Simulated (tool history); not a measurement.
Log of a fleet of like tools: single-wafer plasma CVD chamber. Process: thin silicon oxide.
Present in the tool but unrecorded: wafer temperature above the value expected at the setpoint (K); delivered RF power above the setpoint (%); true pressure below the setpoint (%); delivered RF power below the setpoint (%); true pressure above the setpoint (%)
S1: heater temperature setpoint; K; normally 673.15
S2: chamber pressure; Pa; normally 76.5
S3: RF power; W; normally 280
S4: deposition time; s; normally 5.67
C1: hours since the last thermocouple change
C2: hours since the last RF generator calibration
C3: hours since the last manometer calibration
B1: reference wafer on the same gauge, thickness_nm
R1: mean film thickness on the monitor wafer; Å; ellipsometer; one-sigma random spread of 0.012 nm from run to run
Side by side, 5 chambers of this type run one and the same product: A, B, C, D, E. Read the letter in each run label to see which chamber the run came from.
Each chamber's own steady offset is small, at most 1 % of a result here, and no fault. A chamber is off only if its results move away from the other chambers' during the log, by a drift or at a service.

| run | hour | S1 | S2 | S3 | S4 | C1 | C2 | C3 | B1 | R1 |
|---|---|---|---|---|---|---|---|---|---|---|
| 1D | 8.9 | 673.15 | 76.5 | 280 | 5.67 | 742.2 | 958.8 | 198.1 | 6.872 | 71.332 |
| 2A | 16.9 | 673.15 | 76.5 | 280 | 5.67 | 959.8 | 1603.2 | 2647.2 | 6.8727 | 71.1 |
| 3C | 27.2 | 673.15 | 76.5 | 280 | 5.67 | 1735.8 | 727.8 | 339.9 | 6.8742 | 72.152 |
| 4E | 36.9 | 673.15 | 76.5 | 280 | 5.67 | 1762.5 | 1944 | 805.1 | 6.8765 | 71.855 |
| 5B | 45 | 673.15 | 76.5 | 280 | 5.67 | 212.3 | 1093.1 | 176.6 | 6.8787 | 71.569 |
| 6C | 53.2 | 673.15 | 76.5 | 280 | 5.67 | 1761.8 | 753.8 | 365.9 | 6.8785 | 72.272 |
| 7A | 61.9 | 673.15 | 76.5 | 280 | 5.67 | 1004.8 | 1648.2 | 2692.2 | 6.8822 | 71.359 |
| 8D | 71.9 | 673.15 | 76.5 | 280 | 5.67 | 805.2 | 1021.8 | 261.1 | 6.882 | 71.735 |
| 9B | 77.8 | 673.15 | 76.5 | 280 | 5.67 | 245.1 | 1125.9 | 209.4 | 6.8821 | 71.741 |
| 10E | 88 | 673.15 | 76.5 | 280 | 5.67 | 1813.6 | 1995.1 | 856.2 | 6.8871 | 71.715 |
| 11A | 96.3 | 673.15 | 76.5 | 280 | 5.67 | 1039.2 | 1682.6 | 2726.6 | 6.8869 | 71.234 |
| 12E | 103.4 | 673.15 | 67.1 | 280 | 4.88 | 1829 | 2010.5 | 871.6 | 6.8846 | 53.368 |
| 13D | 113.2 | 673.15 | 67.1 | 280 | 4.88 | 846.5 | 1063.1 | 302.4 | 6.8872 | 53.548 |
| 14B | 123.8 | 673.15 | 67.1 | 280 | 4.88 | 291.1 | 1171.9 | 255.4 | 6.8907 | 53.354 |
| 15C | 133.6 | 673.15 | 67.1 | 280 | 4.88 | 1842.2 | 834.2 | 446.3 | 6.892 | 53.749 |
| 16C | 143 | 673.15 | 67.1 | 280 | 4.88 | 1851.6 | 843.6 | 455.7 | 6.8921 | 53.712 |
| 17E | 150.3 | 673.15 | 76.5 | 280 | 5.67 | 1875.9 | 2057.4 | 918.5 | 6.8969 | 71.89 |
| 18A | 160 | 673.15 | 76.5 | 280 | 5.67 | 1102.9 | 1746.3 | 2790.3 | 6.8972 | 71.43 |
| 19D | 169.3 | 673.15 | 76.5 | 280 | 5.67 | 902.6 | 1119.2 | 358.5 | 6.9001 | 71.645 |
|  | 175.2 | chamber D: RF generator calibrated |
|  | 175.8 | chamber A: capacitance manometer re-zeroed and calibrated |
| 20B | 176.4 | 673.15 | 76.5 | 280 | 5.67 | 343.7 | 1224.5 | 308 | 6.8989 | 72.034 |
| 21A | 181.2 | 673.15 | 76.5 | 280 | 5.67 | 1124.1 | 1767.5 | 5.4 | 6.904 | 71.514 |
| 22B | 186.9 | 673.15 | 76.5 | 280 | 5.67 | 354.2 | 1235 | 318.5 | 6.9018 | 71.964 |
|  | 190.8 | chamber E: RF generator calibrated |
| 23E | 195.5 | 673.15 | 76.5 | 280 | 5.67 | 1921.1 | 4.8 | 963.7 | 6.905 | 72.07 |
| 24D | 202.1 | 673.15 | 76.5 | 280 | 5.67 | 935.4 | 26.9 | 391.3 | 6.9052 | 72.103 |
| 25C | 211 | 673.15 | 76.5 | 280 | 5.67 | 1919.6 | 911.6 | 523.7 | 6.9023 | 72.465 |
| 26D | 218.2 | 673.15 | 76.5 | 280 | 5.67 | 951.5 | 43 | 407.4 | 6.9047 | 71.97 |
| 27B | 223.8 | 664.15 | 82.4 | 280 | 5.67 | 391.1 | 1271.9 | 355.4 | 6.9088 | 78.767 |
| 28C | 229.1 | 664.15 | 82.4 | 280 | 5.67 | 1937.7 | 929.7 | 541.8 | 6.91 | 78.777 |
| 29E | 234.1 | 664.15 | 82.4 | 280 | 5.67 | 1959.7 | 43.4 | 1002.3 | 6.9062 | 78.535 |
| 30A | 239 | 664.15 | 82.4 | 280 | 5.67 | 1181.9 | 1825.3 | 63.2 | 6.9107 | 78.048 |
| 31D | 246.1 | 664.15 | 82.4 | 280 | 5.67 | 979.4 | 70.9 | 435.3 | 6.9144 | 78.438 |
| 32B | 251.9 | 673.15 | 76.5 | 280 | 5.67 | 419.2 | 1300 | 383.5 | 6.9115 | 72.113 |
| 33A | 260.2 | 673.15 | 76.5 | 280 | 5.67 | 1203.1 | 1846.5 | 84.4 | 6.9134 | 71.636 |
| 34C | 267.7 | 673.15 | 76.5 | 280 | 5.67 | 1976.3 | 968.3 | 580.4 | 6.9148 | 72.617 |
| 35E | 272.7 | 673.15 | 76.5 | 280 | 5.67 | 1998.3 | 82 | 1040.9 | 6.915 | 72.273 |
| 36B | 279.5 | 673.15 | 76.5 | 280 | 5.67 | 446.8 | 1327.6 | 411.1 | 6.9201 | 72.14 |

Decide between three cases: one chamber stands off from its peers, the gauge reading all wafers drifts, or nothing is wrong past each chamber's small offset. Where a chamber is off, say which and what most likely put it there.

Gauge drift. The chambers move together only on paper, and none stands off.
Likeliest cause: gauge reads high (%) = 0.707.
